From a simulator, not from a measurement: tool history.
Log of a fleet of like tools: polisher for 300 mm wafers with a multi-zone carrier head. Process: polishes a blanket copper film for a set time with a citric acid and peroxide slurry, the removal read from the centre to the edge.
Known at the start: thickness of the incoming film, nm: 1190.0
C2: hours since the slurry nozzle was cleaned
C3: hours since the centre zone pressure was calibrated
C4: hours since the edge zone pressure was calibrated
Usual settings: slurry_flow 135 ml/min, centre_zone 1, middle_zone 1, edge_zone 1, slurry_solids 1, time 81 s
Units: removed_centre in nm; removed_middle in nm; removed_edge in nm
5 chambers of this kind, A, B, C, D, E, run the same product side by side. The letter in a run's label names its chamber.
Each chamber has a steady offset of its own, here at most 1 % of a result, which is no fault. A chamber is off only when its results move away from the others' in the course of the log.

Run 1D, hour 4.2: usual settings; wafers polished on this pad 224; C2 259.5; C3 407.9; C4 847.3. Result: removed_centre 103.09 nm, removed_middle 104.82 nm, removed_edge 104.26 nm.
Run 2B, hour 9.8: usual settings; wafers polished on this pad 151; C2 27.4; C3 155.3; C4 772.2. Result: removed_centre 104.66 nm, removed_middle 104.9 nm, removed_edge 104.27 nm.
At hour 11.8: chamber D: slurry nozzle cleaned.
Run 3A, hour 13.4: usual settings; wafers polished on this pad 442; C2 194.6; C3 454; C4 16.5. Result: removed_centre 102.59 nm, removed_middle 106.23 nm, removed_edge 104.4 nm.
Run 4E, hour 16.9: usual settings; wafers polished on this pad 1211; C2 238.1; C3 489.8; C4 601.4. Result: removed_centre 105.65 nm, removed_middle 105.39 nm, removed_edge 104.67 nm.
Run 5C, hour 20.7: usual settings but edge_zone 1.07, time 98 s; wafers polished on this pad 346; C2 93.4; C3 762.2; C4 123.6. Result: removed_centre 129.03 nm, removed_middle 126.33 nm, removed_edge 132.94 nm.
At hour 24: chamber E: worn pad replaced by a new one.
Run 6D, hour 24.6: usual settings but edge_zone 1.07, time 98 s; wafers polished on this pad 371; C2 12.8; C3 428.3; C4 867.7. Result: removed_centre 126.2 nm, removed_middle 126.48 nm, removed_edge 132.05 nm.
Run 7E, hour 28.4: usual settings but edge_zone 1.07, time 98 s; wafers polished on this pad 31; C2 249.6; C3 501.3; C4 612.9. Result: removed_centre 127.21 nm, removed_middle 129 nm, removed_edge 131.41 nm.
Run 8B, hour 32.2: usual settings but edge_zone 1.07, time 98 s; wafers polished on this pad 312; C2 49.8; C3 177.7; C4 794.6. Result: removed_centre 126.92 nm, removed_middle 125.79 nm, removed_edge 130.7 nm.
Run 9A, hour 38: usual settings but edge_zone 1.07, time 98 s; wafers polished on this pad 618; C2 219.2; C3 478.6; C4 41.1. Result: removed_centre 125.47 nm, removed_middle 125.98 nm, removed_edge 131.95 nm.
Run 10C, hour 40.7: usual settings; wafers polished on this pad 490; C2 113.4; C3 782.2; C4 143.6. Result: removed_centre 107.46 nm, removed_middle 104.27 nm, removed_edge 106.58 nm.
Run 11D, hour 44.7: usual settings; wafers polished on this pad 515; C2 32.9; C3 448.4; C4 887.8. Result: removed_centre 107.08 nm, removed_middle 106.4 nm, removed_edge 106.19 nm.
Run 12B, hour 49.6: usual settings; wafers polished on this pad 437; C2 67.2; C3 195.1; C4 812. Result: removed_centre 103.67 nm, removed_middle 106.17 nm, removed_edge 104.57 nm.
At hour 52.2: chamber A: worn pad replaced by a new one.
Run 13E, hour 52.7: usual settings but slurry_solids 1.15; wafers polished on this pad 206; C2 273.9; C3 525.6; C4 637.2. Result: removed_centre 109.45 nm, removed_middle 108.3 nm, removed_edge 108.4 nm.
Run 14A, hour 57.8: usual settings but slurry_solids 1.15; wafers polished on this pad 40; C2 239; C3 498.4; C4 60.9. Result: removed_centre 107.23 nm, removed_middle 109.42 nm, removed_edge 108.22 nm.
Run 15C, hour 62.3: usual settings but slurry_solids 1.15; wafers polished on this pad 645; C2 135; C3 803.8; C4 165.2. Result: removed_centre 109.38 nm, removed_middle 108.48 nm, removed_edge 108.03 nm.
At hour 64.2: chamber E: edge zone pressure recalibrated.
Run 16D, hour 65.1: usual settings but slurry_solids 1.15; wafers polished on this pad 661; C2 53.3; C3 468.8; C4 908.2. Result: removed_centre 112.09 nm, removed_middle 109.38 nm, removed_edge 109.73 nm.
Run 17A, hour 68.9: usual settings but slurry_solids 1.15; wafers polished on this pad 120; C2 250.1; C3 509.5; C4 72. Result: removed_centre 106.68 nm, removed_middle 106.99 nm, removed_edge 107.27 nm.
Run 18C, hour 74.1: usual settings; wafers polished on this pad 729; C2 146.8; C3 815.6; C4 177. Result: removed_centre 105.31 nm, removed_middle 103.4 nm, removed_edge 104.24 nm.
Run 19E, hour 76.9: usual settings; wafers polished on this pad 380; C2 298.1; C3 549.8; C4 12.7. Result: removed_centre 103.68 nm, removed_middle 106.43 nm, removed_edge 105.5 nm.
Run 20B, hour 82: usual settings; wafers polished on this pad 670; C2 99.6; C3 227.5; C4 844.4. Result: removed_centre 105.56 nm, removed_middle 105.35 nm, removed_edge 104.92 nm.
Run 21D, hour 87.5: usual settings but edge_zone 1.05, slurry_solids 0.7; wafers polished on this pad 822; C2 75.7; C3 491.2; C4 930.6. Result: removed_centre 101.6 nm, removed_middle 99.24 nm, removed_edge 102.81 nm.
At hour 90.5: chamber B: edge zone pressure recalibrated.
Run 22E, hour 91.1: usual settings but edge_zone 1.05, slurry_solids 0.7; wafers polished on this pad 482; C2 312.3; C3 564; C4 26.9. Result: removed_centre 98.48 nm, removed_middle 98.523 nm, removed_edge 100.65 nm.
Run 23B, hour 95.7: usual settings but edge_zone 1.05, slurry_solids 0.7; wafers polished on this pad 768; C2 113.3; C3 241.2; C4 5.2. Result: removed_centre 96.408 nm, removed_middle 97.588 nm, removed_edge 97.834 nm.
Run 24C, hour 100.5: usual settings but edge_zone 1.05, slurry_solids 0.7; wafers polished on this pad 919; C2 173.2; C3 842; C4 203.4. Result: removed_centre 98.391 nm, removed_middle 94.892 nm, removed_edge 101.86 nm.
Run 25A, hour 105.7: usual settings but edge_zone 1.05, slurry_solids 0.7; wafers polished on this pad 384; C2 286.9; C3 546.3; C4 108.8. Result: removed_centre 95.827 nm, removed_middle 97.92 nm, removed_edge 101.16 nm.
Run 26D, hour 109.9: usual settings; wafers polished on this pad 983; C2 98.1; C3 513.6; C4 953. Result: removed_centre 113.22 nm, removed_middle 104.43 nm, removed_edge 106.61 nm.
Run 27A, hour 115.5: usual settings; wafers polished on this pad 454; C2 296.7; C3 556.1; C4 118.6. Result: removed_centre 105.04 nm, removed_middle 104.31 nm, removed_edge 105.72 nm.
Run 28E, hour 119.7: usual settings; wafers polished on this pad 687; C2 340.9; C3 592.6; C4 55.5. Result: removed_centre 104.94 nm, removed_middle 104.23 nm, removed_edge 104.49 nm.
At hour 119.9: chamber C: worn pad replaced by a new one.
Run 29C, hour 123.3: usual settings; wafers polished on this pad 24; C2 196; C3 864.8; C4 226.2. Result: removed_centre 105.86 nm, removed_middle 103.11 nm, removed_edge 106.14 nm.
Run 30B, hour 127.2: usual settings but slurry_flow 155 ml/min; wafers polished on this pad 995; C2 144.8; C3 272.7; C4 36.7. Result: removed_centre 108.86 nm, removed_middle 109.95 nm, removed_edge 106.97 nm.
Run 31B, hour 130.7: usual settings but slurry_flow 155 ml/min; wafers polished on this pad 1020; C2 148.3; C3 276.2; C4 40.2. Result: removed_centre 108.78 nm, removed_middle 105.86 nm, removed_edge 106.63 nm.
Run 32E, hour 133.8: usual settings but slurry_flow 155 ml/min; wafers polished on this pad 788; C2 355; C3 606.7; C4 69.6. Result: removed_centre 107.59 nm, removed_middle 104.88 nm, removed_edge 107.49 nm.
At hour 134.6: chamber D: worn pad replaced by a new one.
Run 33C, hour 138.3: usual settings but slurry_flow 155 ml/min; wafers polished on this pad 132; C2 211; C3 879.8; C4 241.2. Result: removed_centre 109.01 nm, removed_middle 108.17 nm, removed_edge 106.53 nm.
Run 34A, hour 142.2: usual settings but slurry_flow 155 ml/min; wafers polished on this pad 646; C2 323.4; C3 582.8; C4 145.3. Result: removed_centre 107.16 nm, removed_middle 110.91 nm, removed_edge 108.46 nm.
Run 35D, hour 145.4: usual settings; wafers polished on this pad 78; C2 133.6; C3 549.1; C4 988.5. Result: removed_centre 116.42 nm, removed_middle 108.58 nm, removed_edge 105.06 nm.
Run 36E, hour 148.2: usual settings; wafers polished on this pad 892; C2 369.4; C3 621.1; C4 84. Result: removed_centre 104.33 nm, removed_middle 105.57 nm, removed_edge 105.07 nm.

Next, every chamber runs the same settings. What will each give?
Run 37A, hour 152.5: usual settings. Result: removed_centre ?, removed_middle ?, removed_edge ?.
Run 37B, hour 152.5: usual settings. Result: removed_centre ?, removed_middle ?, removed_edge ?.
Run 37C, hour 152.5: usual settings. Result: removed_centre ?, removed_middle ?, removed_edge ?.
Run 37D, hour 152.5: usual settings. Result: removed_centre ?, removed_middle ?, removed_edge ?.
Run 37E, hour 152.5: usual settings. Result: removed_centre ?, removed_middle ?, removed_edge ?.

run  removed_centre  removed_middle  removed_edge
37A           104.5             106        104.32
37B          105.17          104.86        103.84
37C           106.5          105.12        105.74
37D          116.06          106.84        105.84
37E          105.78          104.82        104.57
